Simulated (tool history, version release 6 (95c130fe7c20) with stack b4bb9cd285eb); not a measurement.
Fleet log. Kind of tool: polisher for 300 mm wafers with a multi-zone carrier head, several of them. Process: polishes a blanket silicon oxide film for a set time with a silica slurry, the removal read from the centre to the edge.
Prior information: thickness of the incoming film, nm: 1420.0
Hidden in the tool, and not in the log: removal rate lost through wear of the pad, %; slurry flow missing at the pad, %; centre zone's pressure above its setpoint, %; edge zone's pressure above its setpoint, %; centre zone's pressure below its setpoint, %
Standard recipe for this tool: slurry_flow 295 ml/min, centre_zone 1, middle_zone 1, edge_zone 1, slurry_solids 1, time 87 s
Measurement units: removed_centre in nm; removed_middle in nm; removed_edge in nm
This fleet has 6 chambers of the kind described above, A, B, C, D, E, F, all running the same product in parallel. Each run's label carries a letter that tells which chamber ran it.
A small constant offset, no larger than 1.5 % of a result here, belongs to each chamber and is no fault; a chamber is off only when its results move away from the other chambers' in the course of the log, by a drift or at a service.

run   hour  slurry_flow  centre_zone  middle_zone  edge_zone  slurry_solids  time  wafers polished on this pad  hours since the slurry nozzle was cleaned  hours since the centre zone pressure was calibrated  hours since the edge zone pressure was calibrated  removed_centre  removed_middle  removed_edge
 1E    6.2          295            1            1          1              1    87                          218                                      210.6                                                710.1                                               10.3          422.03          426.36        425.26
 2D    9.9          295            1            1          1              1    87                          828                                      172.3                                                925.8                                              522.1           424.7          430.17        429.43
      13.8  -- chamber F: slurry nozzle cleaned
 3B   14.2          295            1            1          1              1    87                          878                                      366.2                                                740.9                                              432.9          427.55          432.69        446.28
 4C   17.4          295            1            1          1              1    87                          659                                      519.4                                                400.3                                              125.4          428.49          423.55        430.08
      17.7  -- chamber C: worn pad replaced by a new one
      19.9  -- chamber F: worn pad replaced by a new one
 5A   22.7          295            1            1          1              1    87                          560                                      103.4                                                202.6                                              880.5          433.59          430.55        446.36
 6F   27.5          295            1            1          1              1    87                           44                                       13.8                                                862.2                                               38.9          429.09          433.48        420.73
 7A   33.5          295            1            1          1              1    87                          623                                      114.2                                                213.4                                              891.3          440.07          421.32        433.01
      35.5  -- chamber C: slurry nozzle cleaned
 8F   39.3          295         1.07            1          1              1    87                          113                                       25.6                                                  874                                               50.7          460.46          433.53        429.54
 9E   42.2          295         1.07            1          1              1    87                          429                                      246.6                                                746.1                                               46.3          462.69           432.4        435.21
      44.2  -- chamber C: centre zone pressure recalibrated
10B   45.2          295         1.07            1          1              1    87                         1060                                      397.2                                                771.9                                              463.9          462.05          431.83        433.27
11D   49.8          295         1.07            1          1              1    87                         1062                                      212.2                                                965.7                                                562          457.65          424.66        427.55
      55.4  -- chamber E: centre zone pressure recalibrated
12C   55.6          295         1.07            1          1              1    87                          222                                       20.2                                                 11.5                                              163.6          472.61          422.21        432.26
13B   58.8          295         1.07            1          1              1    87                         1140                                      410.8                                                785.5                                              477.5          460.44           429.5        430.05
      60.1  -- chamber B: worn pad replaced by a new one
14C   62.6          295            1            1          1              1    87                          263                                       27.2                                                 18.5                                              170.6          436.67          427.81        425.53
15E   66.5          295            1            1          1              1    87                          572                                      270.9                                                 11.2                                               70.6          434.49          422.98        426.97
16A   72.3          295            1            1          1              1    87                          850                                        153                                                252.2                                              930.1          432.99          424.11        423.28
17D   75.7          345            1            1          1              1    64                         1214                                      238.1                                                991.6                                              587.9          318.74           319.6        320.27
18F   78.6          345            1            1          1              1    64                          344                                       64.9                                                913.3                                                 90          329.67           322.7        317.94
19A   84.2          345            1            1          1              1    64                          920                                      164.9                                                264.1                                                942           326.4          314.08        313.96
20E   87.5          345            1            1          1              1    64                          695                                      291.9                                                 32.2                                               91.6          321.67          318.51        323.27
21C   91.6          345            1            1          1              1    64                          433                                       56.2                                                 47.5                                              199.6          314.75          320.27        318.89
        93  -- chamber D: worn pad replaced by a new one
22F   96.3          345            1            1          1              1    64                          447                                       82.6                                                  931                                              107.7          317.42          321.82        323.83
23D   99.8          295            1            1          1              1    87                           40                                      262.2                                               1015.7                                                612          434.23          427.55        428.08
24B  104.6          295            1            1          1              1    87                          260                                      456.6                                                831.3                                              523.3          428.26           434.3        422.03
     107.4  -- chamber F: worn pad replaced by a new one
25E  109.5          295            1            1          1              1    87                          824                                      313.9                                                 54.2                                              113.6          433.91          431.14        428.55
     112.6  -- chamber D: centre zone pressure recalibrated
26A  114.2          295            1            1          1              1    87                         1096                                      194.9                                                294.1                                                972          435.39          426.92        435.78
27C  119.4          295            1            1          1              1    87                          596                                         84                                                 75.3                                              227.4          432.91          429.68        428.56
28B  122.5          295            1            1          1              1    87                          365                                      474.5                                                849.2                                              541.2          431.57          434.78        440.72
     122.9  -- chamber E: worn pad replaced by a new one
29D    128          295            1            1          1              1    87                          205                                      290.4                                                 15.4                                              640.2          382.95           426.1        416.57
30F  132.3          295            1            1          1              1    87                          146                                      118.6                                                  967                                              143.7          419.58          435.06        429.77
31B  137.1          295            1            1          1              1    87                          451                                      489.1                                                863.8                                              555.8          436.27          439.77        429.24
     138.1  -- chamber C: worn pad replaced by a new one
32C  141.9          295            1            1          1              1    87                           22                                      106.5                                                 97.8                                              249.9          433.17          422.05        437.77
33A  145.2          295            1            1          1              1    87                         1278                                      225.9                                                325.1                                               1003          426.16          427.23         443.8
34E  149.3          295            1            1          1              1    87                          154                                      353.7                                                   94                                              153.4          437.33          429.94        433.95
35D  155.2          295            1            1          1              1    87                          364                                      317.6                                                 42.6                                              667.4          385.53          431.99        433.34
36F  158.9          295            1            1          1              1    87                          302                                      145.2                                                993.6                                              170.3           414.9          428.38        429.43
37B  164.6          295            1            1          1              1    87                          612                                      516.6                                                891.3                                              583.3          436.61          435.35        432.67
38C  170.7          295         1.04            1       0.94              1    87                          191                                      135.3                                                126.6                                              278.7          453.47          427.92        417.82
39D    176          295         1.04            1       0.94              1    87                          486                                      338.4                                                 63.4                                              688.2          406.64          430.65        415.14

What goes on in this fleet: one chamber off, a drifting gauge, or nothing beyond the chambers' own small offsets? Name the chamber and the cause, if any.

Chamber D came out of a service off from its peers and stayed that way.
What lies behind it: centre zone's pressure below its setpoint, % = 9.28.

Here are 4 candidates for chamber D's next run, each the usual settings with a change, their results left as question marks. Which one brings its results back in line with what the others give on the usual settings?
Counts as in line when no further than this from what the other chambers average on the usual settings: removed_centre 20 nm; removed_middle 14 nm; removed_edge 20 nm
40D-1  180.5          290         0.92         1.02       1.02              1    86                                                                                                                                                                                               ?               ?             ?
40D-2  180.5          285         0.86         1.04       1.04              1    84                                                                                                                                                                                               ?               ?             ?
40D-3  180.5          305         1.16         0.96       0.95              1    90                                                                                                                                                                                               ?               ?             ?
40D-4  180.5          300         1.08         0.98       0.98              1    88                                                                                                                                                                                               ?               ?             ?

The other chambers' mean on the usual settings: removed_centre 431.11 nm; removed_middle 430.26 nm; removed_edge 432.78 nm
  run  removed_centre  removed_middle  removed_edge
40D-1          348.02          432.21        427.52
40D-2          314.98             429        421.15
40D-3          471.05          429.88        433.38
40D-4          425.67          427.68        429.86
The right change is 40D-4: it brings the chamber back within the allowed miss of the others.

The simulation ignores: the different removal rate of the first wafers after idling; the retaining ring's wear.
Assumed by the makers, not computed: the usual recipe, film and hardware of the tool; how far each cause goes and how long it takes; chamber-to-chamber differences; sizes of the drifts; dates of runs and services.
